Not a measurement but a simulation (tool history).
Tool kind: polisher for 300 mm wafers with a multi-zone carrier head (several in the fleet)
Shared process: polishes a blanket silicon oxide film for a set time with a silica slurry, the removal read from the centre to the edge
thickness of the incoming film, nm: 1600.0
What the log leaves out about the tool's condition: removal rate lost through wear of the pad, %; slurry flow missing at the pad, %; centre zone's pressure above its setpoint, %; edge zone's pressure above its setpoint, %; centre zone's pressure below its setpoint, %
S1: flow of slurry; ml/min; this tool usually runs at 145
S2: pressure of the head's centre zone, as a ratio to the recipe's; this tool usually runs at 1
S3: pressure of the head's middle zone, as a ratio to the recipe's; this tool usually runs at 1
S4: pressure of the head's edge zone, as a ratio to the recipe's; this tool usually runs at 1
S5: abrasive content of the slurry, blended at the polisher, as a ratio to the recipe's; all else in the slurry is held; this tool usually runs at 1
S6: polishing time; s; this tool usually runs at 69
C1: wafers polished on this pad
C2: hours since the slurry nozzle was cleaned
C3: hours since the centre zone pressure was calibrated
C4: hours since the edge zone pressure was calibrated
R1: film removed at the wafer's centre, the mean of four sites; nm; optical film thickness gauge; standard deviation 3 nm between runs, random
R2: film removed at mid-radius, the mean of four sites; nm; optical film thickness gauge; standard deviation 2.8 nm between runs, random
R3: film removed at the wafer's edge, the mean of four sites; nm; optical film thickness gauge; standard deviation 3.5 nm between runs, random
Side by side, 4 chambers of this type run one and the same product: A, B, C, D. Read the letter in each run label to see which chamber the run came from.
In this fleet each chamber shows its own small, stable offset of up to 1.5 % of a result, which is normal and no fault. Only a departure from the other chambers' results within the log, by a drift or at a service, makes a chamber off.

{"run": "1D", "day": 0.133, "S1": 145, "S2": 1, "S3": 1, "S4": 1, "S5": 1, "S6": 69, "C1": 974, "C2": 249.7, "C3": 602, "C4": 861.4, "R1": 253.03, "R2": 242.79, "R3": 249.98}
{"run": "2A", "day": 0.304, "S1": 145, "S2": 1, "S3": 1, "S4": 1, "S5": 1, "S6": 69, "C1": 196, "C2": 300.8, "C3": 36.5, "C4": 511.6, "R1": 246.44, "R2": 241.48, "R3": 246.28}
{"run": "3C", "day": 0.458, "S1": 145, "S2": 1, "S3": 1, "S4": 1, "S5": 1, "S6": 69, "C1": 1100, "C2": 412.3, "C3": 233.8, "C4": 397.9, "R1": 245.52, "R2": 249.13, "R3": 244.61}
{"day": 0.538, "done": "chamber A: slurry nozzle cleaned"}
{"run": "4B", "day": 0.588, "S1": 145, "S2": 1, "S3": 1, "S4": 1, "S5": 1, "S6": 69, "C1": 182, "C2": 321.5, "C3": 862.8, "C4": 647.4, "R1": 249.43, "R2": 242.05, "R3": 241.06}
{"run": "5D", "day": 0.721, "S1": 145, "S2": 1, "S3": 1, "S4": 0.91, "S5": 1, "S6": 69, "C1": 1081, "C2": 263.8, "C3": 616.1, "C4": 875.5, "R1": 243.41, "R2": 245.15, "R3": 234.25}
{"run": "6C", "day": 0.904, "S1": 145, "S2": 1, "S3": 1, "S4": 0.91, "S5": 1, "S6": 69, "C1": 1181, "C2": 423, "C3": 244.5, "C4": 408.6, "R1": 248.27, "R2": 249.41, "R3": 232.37}
{"day": 0.917, "done": "chamber C: edge zone pressure recalibrated"}
{"run": "7A", "day": 1.054, "S1": 145, "S2": 1, "S3": 1, "S4": 0.91, "S5": 1, "S6": 69, "C1": 333, "C2": 12.4, "C3": 54.5, "C4": 529.6, "R1": 251.43, "R2": 245.66, "R3": 230.81}
{"run": "8B", "day": 1.217, "S1": 145, "S2": 1, "S3": 1, "S4": 0.91, "S5": 1, "S6": 69, "C1": 296, "C2": 336.6, "C3": 877.9, "C4": 662.5, "R1": 243.04, "R2": 243.13, "R3": 230.62}
{"day": 1.371, "done": "chamber D: worn pad replaced by a new one"}
{"run": "9A", "day": 1.412, "S1": 145, "S2": 1, "S3": 1, "S4": 1, "S5": 1, "S6": 69, "C1": 398, "C2": 21, "C3": 63.1, "C4": 538.2, "R1": 249.8, "R2": 245.42, "R3": 243.26}
{"run": "10B", "day": 1.571, "S1": 145, "S2": 1, "S3": 1, "S4": 1, "S5": 1, "S6": 53, "C1": 361, "C2": 345.1, "C3": 886.4, "C4": 671, "R1": 183.6, "R2": 188.02, "R3": 190.85}
{"run": "11C", "day": 1.708, "S1": 145, "S2": 1, "S3": 1, "S4": 1, "S5": 1, "S6": 53, "C1": 1328, "C2": 442.3, "C3": 263.8, "C4": 19.1, "R1": 190.52, "R2": 190.85, "R3": 186.19}
{"run": "12D", "day": 1.875, "S1": 145, "S2": 1, "S3": 1, "S4": 1, "S5": 1, "S6": 53, "C1": 91, "C2": 291.5, "C3": 643.8, "C4": 903.2, "R1": 188.12, "R2": 188.86, "R3": 189.36}
{"day": 1.908, "done": "chamber C: worn pad replaced by a new one"}
{"run": "13D", "day": 1.958, "S1": 145, "S2": 1, "S3": 1, "S4": 1, "S5": 1, "S6": 53, "C1": 107, "C2": 293.5, "C3": 645.8, "C4": 905.2, "R1": 188.45, "R2": 185.56, "R3": 191.01}
{"run": "14C", "day": 2.046, "S1": 145, "S2": 0.89, "S3": 1, "S4": 1, "S5": 1, "S6": 69, "C1": 25, "C2": 450.4, "C3": 271.9, "C4": 27.2, "R1": 216.83, "R2": 239.14, "R3": 248.58}
{"run": "15A", "day": 2.133, "S1": 145, "S2": 0.89, "S3": 1, "S4": 1, "S5": 1, "S6": 69, "C1": 529, "C2": 38.3, "C3": 80.4, "C4": 555.5, "R1": 221.75, "R2": 246.77, "R3": 244.4}
{"run": "16B", "day": 2.288, "S1": 145, "S2": 0.89, "S3": 1, "S4": 1, "S5": 1, "S6": 69, "C1": 491, "C2": 362.3, "C3": 903.6, "C4": 688.2, "R1": 209.94, "R2": 241.97, "R3": 241.21}
{"run": "17A", "day": 2.462, "S1": 145, "S2": 0.89, "S3": 1, "S4": 1, "S5": 1, "S6": 69, "C1": 589, "C2": 46.2, "C3": 88.3, "C4": 563.4, "R1": 221.21, "R2": 242.86, "R3": 240.29}
{"day": 2.579, "done": "chamber B: worn pad replaced by a new one"}
{"run": "18C", "day": 2.6, "S1": 145, "S2": 1, "S3": 1, "S4": 1, "S5": 1, "S6": 69, "C1": 126, "C2": 463.7, "C3": 285.2, "C4": 40.5, "R1": 243.74, "R2": 246.94, "R3": 246.32}
{"run": "19D", "day": 2.771, "S1": 145, "S2": 1, "S3": 1, "S4": 1, "S5": 1, "S6": 69, "C1": 255, "C2": 313, "C3": 665.3, "C4": 924.7, "R1": 252.17, "R2": 240.7, "R3": 250.72}
{"run": "20B", "day": 2.871, "S1": 145, "S2": 1, "S3": 1, "S4": 1, "S5": 1, "S6": 69, "C1": 53, "C2": 376.3, "C3": 917.6, "C4": 702.2, "R1": 238.71, "R2": 239.65, "R3": 242.55}
{"run": "21B", "day": 3.05, "S1": 145, "S2": 1, "S3": 1, "S4": 1, "S5": 1, "S6": 69, "C1": 86, "C2": 380.6, "C3": 921.9, "C4": 706.5, "R1": 235.82, "R2": 235.41, "R3": 239.63}
{"run": "22A", "day": 3.171, "S1": 145, "S2": 1, "S3": 1, "S4": 1, "S5": 1, "S6": 69, "C1": 718, "C2": 63.2, "C3": 105.3, "C4": 580.4, "R1": 247.72, "R2": 245.27, "R3": 244.33}
{"run": "23C", "day": 3.325, "S1": 145, "S2": 1, "S3": 1, "S4": 1, "S5": 1, "S6": 69, "C1": 258, "C2": 481.1, "C3": 302.6, "C4": 57.9, "R1": 248.04, "R2": 246.41, "R3": 250.65}
{"run": "24D", "day": 3.458, "S1": 145, "S2": 1, "S3": 1, "S4": 1, "S5": 1, "S6": 69, "C1": 380, "C2": 329.5, "C3": 681.8, "C4": 941.2, "R1": 247.51, "R2": 247.52, "R3": 247.16}
{"day": 3.475, "done": "chamber D: edge zone pressure recalibrated"}
{"run": "25B", "day": 3.617, "S1": 145, "S2": 1, "S3": 1, "S4": 1, "S5": 1, "S6": 69, "C1": 189, "C2": 394.2, "C3": 935.5, "C4": 720.1, "R1": 232.54, "R2": 233.51, "R3": 240.65}
{"run": "26A", "day": 3.729, "S1": 145, "S2": 1, "S3": 0.89, "S4": 0.92, "S5": 1, "S6": 69, "C1": 820, "C2": 76.6, "C3": 118.7, "C4": 593.8, "R1": 244.4, "R2": 222.16, "R3": 235.38}
{"run": "27D", "day": 3.896, "S1": 145, "S2": 1, "S3": 0.89, "S4": 0.92, "S5": 1, "S6": 69, "C1": 460, "C2": 340, "C3": 692.3, "C4": 10.1, "R1": 245.6, "R2": 220.57, "R3": 233.21}
{"run": "28C", "day": 4.017, "S1": 145, "S2": 1, "S3": 0.89, "S4": 0.92, "S5": 1, "S6": 69, "C1": 384, "C2": 497.7, "C3": 319.2, "C4": 74.5, "R1": 244.66, "R2": 218.76, "R3": 232.45}
{"day": 4.062, "done": "chamber B: centre zone pressure recalibrated"}
{"day": 4.075, "done": "chamber A: worn pad replaced by a new one"}
{"run": "29A", "day": 4.146, "S1": 145, "S2": 1, "S3": 0.89, "S4": 0.92, "S5": 1, "S6": 69, "C1": 13, "C2": 86.6, "C3": 128.7, "C4": 603.8, "R1": 245.91, "R2": 223.29, "R3": 236.05}
{"run": "30C", "day": 4.267, "S1": 145, "S2": 1, "S3": 0.93, "S4": 1, "S5": 0.85, "S6": 69, "C1": 430, "C2": 503.7, "C3": 325.2, "C4": 80.5, "R1": 228.36, "R2": 214.97, "R3": 226.07}
{"run": "31B", "day": 4.454, "S1": 145, "S2": 1, "S3": 0.93, "S4": 1, "S5": 0.85, "S6": 69, "C1": 342, "C2": 414.3, "C3": 9.4, "C4": 740.2, "R1": 207.51, "R2": 197.99, "R3": 215.73}
{"run": "32D", "day": 4.575, "S1": 145, "S2": 1, "S3": 0.93, "S4": 1, "S5": 0.85, "S6": 69, "C1": 583, "C2": 356.3, "C3": 708.6, "C4": 26.4, "R1": 221.67, "R2": 214.78, "R3": 237.93}
{"day": 4.75, "done": "chamber C: slurry nozzle cleaned"}
{"run": "33D", "day": 4.767, "S1": 145, "S2": 1, "S3": 0.93, "S4": 1, "S5": 0.85, "S6": 69, "C1": 618, "C2": 360.9, "C3": 713.2, "C4": 31, "R1": 228.77, "R2": 215.25, "R3": 230.19}
{"run": "34B", "day": 4.942, "S1": 145, "S2": 1, "S3": 1, "S4": 1, "S5": 1, "S6": 69, "C1": 431, "C2": 426, "C3": 21.1, "C4": 751.9, "R1": 221.79, "R2": 227.79, "R3": 233.53}
{"run": "35A", "day": 5.033, "S1": 145, "S2": 1, "S3": 1, "S4": 1, "S5": 1, "S6": 69, "C1": 174, "C2": 107.9, "C3": 150, "C4": 625.1, "R1": 246.95, "R2": 248.13, "R3": 241.53}
{"day": 5.038, "done": "chamber A: edge zone pressure recalibrated"}
{"run": "36C", "day": 5.217, "S1": 145, "S2": 1, "S3": 0.96, "S4": 1, "S5": 1, "S6": 69, "C1": 603, "C2": 11.2, "C3": 348, "C4": 103.3, "R1": 251.57, "R2": 236.37, "R3": 244.85}
{"run": "37C", "day": 5.35, "S1": 145, "S2": 1, "S3": 0.96, "S4": 1, "S5": 1, "S6": 69, "C1": 627, "C2": 14.4, "C3": 351.2, "C4": 106.5, "R1": 250.26, "R2": 238.25, "R3": 250.36}
{"run": "38A", "day": 5.488, "S1": 145, "S2": 1, "S3": 0.96, "S4": 1, "S5": 1, "S6": 69, "C1": 257, "C2": 118.8, "C3": 160.9, "C4": 10.8, "R1": 239.63, "R2": 239.87, "R3": 247.61}
{"run": "39D", "day": 5.612, "S1": 145, "S2": 1, "S3": 0.96, "S4": 1, "S5": 1, "S6": 69, "C1": 772, "C2": 381.2, "C3": 733.5, "C4": 51.3, "R1": 248.61, "R2": 236.17, "R3": 253.32}
{"run": "40B", "day": 5.7, "S1": 145, "S2": 1, "S3": 1, "S4": 1, "S5": 1, "S6": 69, "C1": 569, "C2": 444.2, "C3": 39.3, "C4": 770.1, "R1": 216.22, "R2": 221.16, "R3": 235.55}

Does one chamber stand apart from the rest, does the shared gauge drift, or is all well apart from small per-chamber offsets? Give the chamber and the most likely cause, where there is one.

Chamber B drifts away from the others.
Most likely cause: slurry flow missing at the pad, % = 34.

Here are 4 candidates for chamber B's next run, each the usual settings with a change, their results left as question marks. Which one brings its results back in line with what the others give on the usual settings?
In line means no further than this from the other chambers' mean on the usual settings: R1 10 nm; R2 9.9 nm; R3 12 nm
{"run": "41B-1", "day": 5.842, "S1": 155, "S2": 1.03, "S3": 1.02, "S4": 0.98, "S5": 1, "S6": 74, "R1": "?", "R2": "?", "R3": "?"}
{"run": "41B-2", "day": 5.842, "S1": 160, "S2": 1.04, "S3": 1.03, "S4": 0.97, "S5": 1.05, "S6": 76, "R1": "?", "R2": "?", "R3": "?"}
{"run": "41B-3", "day": 5.842, "S1": 135, "S2": 0.98, "S3": 0.98, "S4": 1.02, "S5": 1, "S6": 65, "R1": "?", "R2": "?", "R3": "?"}
{"run": "41B-4", "day": 5.842, "S1": 130, "S2": 0.96, "S3": 0.97, "S4": 1.03, "S5": 0.95, "S6": 62, "R1": "?", "R2": "?", "R3": "?"}

The other chambers' mean on the usual settings: R1 247.42 nm; R2 246.19 nm; R3 247.96 nm
run=41B-1 R1=246.39 R2=247.81 R3=246.8
run=41B-2 R1=264.1 R2=264.79 R3=259.25
run=41B-3 R1=195.62 R2=201.78 R3=215.76
run=41B-4 R1=175.59 R2=183.98 R3=200.41
The answer is 41B-1, which returns the chamber to within the allowed miss of the others.
